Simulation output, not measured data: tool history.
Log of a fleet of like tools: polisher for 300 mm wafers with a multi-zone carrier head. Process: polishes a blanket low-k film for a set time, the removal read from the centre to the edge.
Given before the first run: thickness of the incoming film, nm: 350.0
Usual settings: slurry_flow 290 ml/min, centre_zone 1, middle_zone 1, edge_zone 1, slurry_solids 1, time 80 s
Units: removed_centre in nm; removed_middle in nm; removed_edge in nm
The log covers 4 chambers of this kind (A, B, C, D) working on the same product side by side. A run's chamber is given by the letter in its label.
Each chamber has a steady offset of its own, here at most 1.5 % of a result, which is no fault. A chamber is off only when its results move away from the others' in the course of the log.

run	hour	slurry_flow	centre_zone	middle_zone	edge_zone	slurry_solids	time	removed_centre	removed_middle	removed_edge
# hour 5.3: chamber C: centre zone pressure recalibrated
1B	6.4	290	1	1	1	1	80	22.64	22.946	22.642
# hour 11.3: chamber A: worn pad replaced by a new one
2A	12.4	290	1	1	1	1	80	22.95	23.481	23.129
3C	18.2	290	1	1	1	1	80	23.258	22.66	22.839
4D	22.9	290	1	1	1	1	80	23.017	22.914	22.835
5A	26.7	290	1	1	1	1	80	22.727	23.481	23.087
# hour 30.9: chamber B: worn pad replaced by a new one
6C	31.6	290	1	1	1	1	90	25.748	26.625	25.806
7B	35.7	290	1	1	1	1	90	25.789	25.794	25.808
8D	40	290	1	1	1	1	90	26.067	25.609	25.488
9B	44.6	290	1	1	1	1	90	25.829	26.285	25.694
# hour 49.1: chamber C: worn pad replaced by a new one
10A	51.3	290	1	1	1	1	80	22.702	22.974	23.131
# hour 51.6: chamber C: slurry nozzle cleaned
# hour 56.4: chamber D: worn pad replaced by a new one
11D	57.8	290	1	1	1	1	80	23.07	22.655	22.945
12C	63.3	290	1	1	1	1	80	22.98	23.309	22.978
13A	69.2	290	1	1	1	1	80	22.721	22.394	23.185
14B	74.3	290	1	1	1	1	80	22.712	23.034	22.735
15C	81.6	290	1	1	1	1	80	23.203	23.303	23.165
16D	88.6	290	1	1	1	1.15	80	24.425	23.768	24.38
# hour 91.8: chamber B: worn pad replaced by a new one
# hour 92.9: chamber A: edge zone pressure recalibrated
17A	93.4	290	1	1	1	1.15	80	24.211	24.638	24.459
# hour 94.3: chamber A: centre zone pressure recalibrated
18D	99.8	290	1	1	1	1.15	80	24.569	24.361	24.412
19C	104.5	290	1	1	1	1.15	80	24.324	24.654	24.566
20B	112.1	290	1	1	1	1	80	22.875	22.411	23.223
21C	117.9	290	1	1	1	1	80	23.265	22.87	23.081
22B	123.8	290	1	1	1	1	80	22.762	23.567	22.842
23D	130.7	290	1	1	1	1	80	23.365	22.918	22.762
# hour 134.5: chamber D: slurry nozzle cleaned
24A	136.2	290	1	1	1	1	80	23.113	23.245	23.263
25D	139.8	290	1	1	1	1	80	23.391	22.431	23.011
# hour 141.6: chamber A: worn pad replaced by a new one
26A	143.6	290	1	1	1	1	80	23.225	23.417	23.277
# hour 145.6: chamber D: worn pad replaced by a new one
27C	147.5	290	1	1	1	1	80	23.261	23.296	23.163
28B	151.2	290	1	1	1	1	80	22.761	22.644	23.044
# hour 153.9: chamber B: worn pad replaced by a new one
# hour 156.7: chamber C: worn pad replaced by a new one
29C	157.2	290	1	1	1	1	80	23.059	23.209	23.057
30D	161.6	290	1	1	1	1	80	23.319	22.948	23.077
31B	166.6	290	1	1	1	1	80	22.823	22.727	22.881
32A	171.7	290	1	1	1	1	80	22.831	23.387	23.323
33C	176.5	290	1	1	1	1	80	23.33	23.601	23.07
34D	183.4	290	1	1	1	1	80	23.321	23.062	22.658
35B	190.9	290	1	1	1	1	80	22.902	23.421	22.894
36A	195.5	290	1	1	1	1	80	23.064	23.471	23.378
37B	198.9	290	1	1	1	1	80	23.006	23.106	22.745
# hour 202.7: chamber B: worn pad replaced by a new one
38A	203.3	290	1	1	1	1	80	22.738	23.201	22.988
39C	209.5	290	1	1	1	1	80	22.962	23.196	22.909
40D	215.1	290	1	1	1	1	80	23.938	23.157	23.092
# hour 216.3: chamber A: slurry nozzle cleaned
41D	221.5	290	1	1	1	1	80	23.8	23.123	22.804
42A	226.4	290	1	1	1	1	80	22.84	23.398	22.881
43B	230.8	290	1	1	1	1	80	22.981	22.844	22.987

All 4 chambers run these settings next. Forecast each chamber's results:
44A	236.3	290	1	1	1	0.75	80	?	?	?
44B	236.3	290	1	1	1	0.75	80	?	?	?
44C	236.3	290	1	1	1	0.75	80	?	?	?
44D	236.3	290	1	1	1	0.75	80	?	?	?

run	removed_centre	removed_middle	removed_edge
44A	19.785	20.155	20.083
44B	19.754	19.824	19.643
44C	20.065	20.363	20.052
44D	20.751	19.734	19.993

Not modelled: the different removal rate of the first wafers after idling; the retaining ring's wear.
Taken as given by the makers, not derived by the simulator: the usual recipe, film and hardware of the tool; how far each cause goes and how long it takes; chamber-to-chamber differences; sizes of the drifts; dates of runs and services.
